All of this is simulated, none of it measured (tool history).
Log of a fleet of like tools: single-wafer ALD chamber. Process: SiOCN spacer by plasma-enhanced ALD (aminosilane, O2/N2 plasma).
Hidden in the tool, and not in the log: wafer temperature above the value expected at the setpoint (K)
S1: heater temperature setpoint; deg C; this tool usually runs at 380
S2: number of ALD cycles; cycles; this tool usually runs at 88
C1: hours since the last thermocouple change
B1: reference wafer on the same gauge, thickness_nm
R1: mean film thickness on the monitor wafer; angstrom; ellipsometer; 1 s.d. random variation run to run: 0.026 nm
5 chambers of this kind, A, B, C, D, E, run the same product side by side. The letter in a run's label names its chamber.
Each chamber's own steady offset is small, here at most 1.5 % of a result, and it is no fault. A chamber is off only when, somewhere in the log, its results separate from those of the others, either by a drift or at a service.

Run 1C, day 0.212: usual settings; C1 1790.2; B1 6.2570. Result: R1 53.549 angstrom.
Run 2D, day 0.546: usual settings; C1 953.8; B1 6.2528. Result: R1 52.645 angstrom.
Run 3B, day 0.846: usual settings; C1 2362.7; B1 6.2626. Result: R1 52.864 angstrom.
Run 4E, day 1.154: usual settings; C1 303.9; B1 6.2569. Result: R1 53.631 angstrom.
Run 5A, day 1.408: usual settings; C1 463.7; B1 6.2622. Result: R1 53.241 angstrom.
Run 6C, day 1.625: usual settings; C1 1824.1; B1 6.2636. Result: R1 53.171 angstrom.
Run 7B, day 1.846: usual settings; C1 2386.7; B1 6.2554. Result: R1 52.911 angstrom.
Run 8D, day 2.133: usual settings; C1 991.9; B1 6.2713. Result: R1 52.574 angstrom.
Run 9A, day 2.329: usual settings but S1 389 deg C; C1 485.8; B1 6.2549. Result: R1 53.694 angstrom.
Run 10E, day 2.692: usual settings but S1 389 deg C; C1 340.8; B1 6.2595. Result: R1 53.264 angstrom.
Run 11D, day 2.912: usual settings but S1 389 deg C; C1 1010.6; B1 6.2511. Result: R1 52.619 angstrom.
Run 12E, day 3.183: usual settings but S1 389 deg C; C1 352.6; B1 6.2639. Result: R1 54.130 angstrom.
Run 13C, day 3.567: usual settings but S1 389 deg C; C1 1870.7; B1 6.2597. Result: R1 53.409 angstrom.
Run 14A, day 3.767: usual settings; C1 520.3; B1 6.2668. Result: R1 53.625 angstrom.
Run 15B, day 4.067: usual settings; C1 2440.0; B1 6.2617. Result: R1 52.655 angstrom.
Run 16C, day 4.342: usual settings; C1 1889.3; B1 6.2597. Result: R1 52.990 angstrom.
Run 17A, day 4.521: usual settings; C1 538.4; B1 6.2561. Result: R1 53.381 angstrom.
Run 18D, day 4.792: usual settings; C1 1055.7; B1 6.2578. Result: R1 52.380 angstrom.
Run 19E, day 5.162: usual settings; C1 400.1; B1 6.2616. Result: R1 53.289 angstrom.
Run 20B, day 5.521: usual settings; C1 2474.9; B1 6.2532. Result: R1 52.928 angstrom.
Run 21D, day 5.717: usual settings; C1 1077.9; B1 6.2592. Result: R1 52.884 angstrom.
Run 22B, day 6.092: usual settings; C1 2488.6; B1 6.2550. Result: R1 52.437 angstrom.
Run 23C, day 6.479: usual settings; C1 1940.6; B1 6.2584. Result: R1 53.175 angstrom.
Run 24A, day 6.788: usual settings but S2 81 cycles; C1 592.8; B1 6.2616. Result: R1 49.092 angstrom.
Run 25E, day 7.108: usual settings but S2 81 cycles; C1 446.8; B1 6.2605. Result: R1 49.529 angstrom.
Run 26D, day 7.371: usual settings but S2 81 cycles; C1 1117.6; B1 6.2636. Result: R1 48.400 angstrom.
Run 27B, day 7.550: usual settings but S2 81 cycles; C1 2523.6; B1 6.2612. Result: R1 48.760 angstrom.
Run 28E, day 7.788: usual settings but S2 81 cycles; C1 463.1; B1 6.2556. Result: R1 49.445 angstrom.
Run 29A, day 8.038: usual settings; C1 622.8; B1 6.2581. Result: R1 53.545 angstrom.
Run 30C, day 8.375: usual settings; C1 1986.1; B1 6.2571. Result: R1 53.101 angstrom.
Run 31E, day 8.617: usual settings; C1 483.0; B1 6.2594. Result: R1 53.713 angstrom.
Run 32C, day 8.888: usual settings; C1 1998.4; B1 6.2580. Result: R1 53.287 angstrom.
Run 33A, day 9.242: usual settings but S1 371 deg C; C1 651.7; B1 6.2594. Result: R1 53.592 angstrom.
Run 34D, day 9.471: usual settings but S1 371 deg C; C1 1168.0; B1 6.2570. Result: R1 52.893 angstrom.
At day 9.521: chamber B: thermocouple changed; heater temperature recalibrated.
Run 35B, day 9.692: usual settings but S1 371 deg C; C1 4.2; B1 6.2599. Result: R1 52.593 angstrom.
Run 36E, day 10.017: usual settings but S1 371 deg C; C1 516.6; B1 6.2653. Result: R1 54.054 angstrom.
Run 37A, day 10.317: usual settings but S1 371 deg C; C1 677.5; B1 6.2629. Result: R1 53.326 angstrom.

Read the log: is a single chamber off, either drifting away or since a service, is the gauge that measures every chamber drifting, or is nothing wrong beyond small per-chamber offsets? Name any odd chamber and what most likely caused it.

The fleet is healthy, with each chamber sitting at its usual small offset and no drift in the gauge.
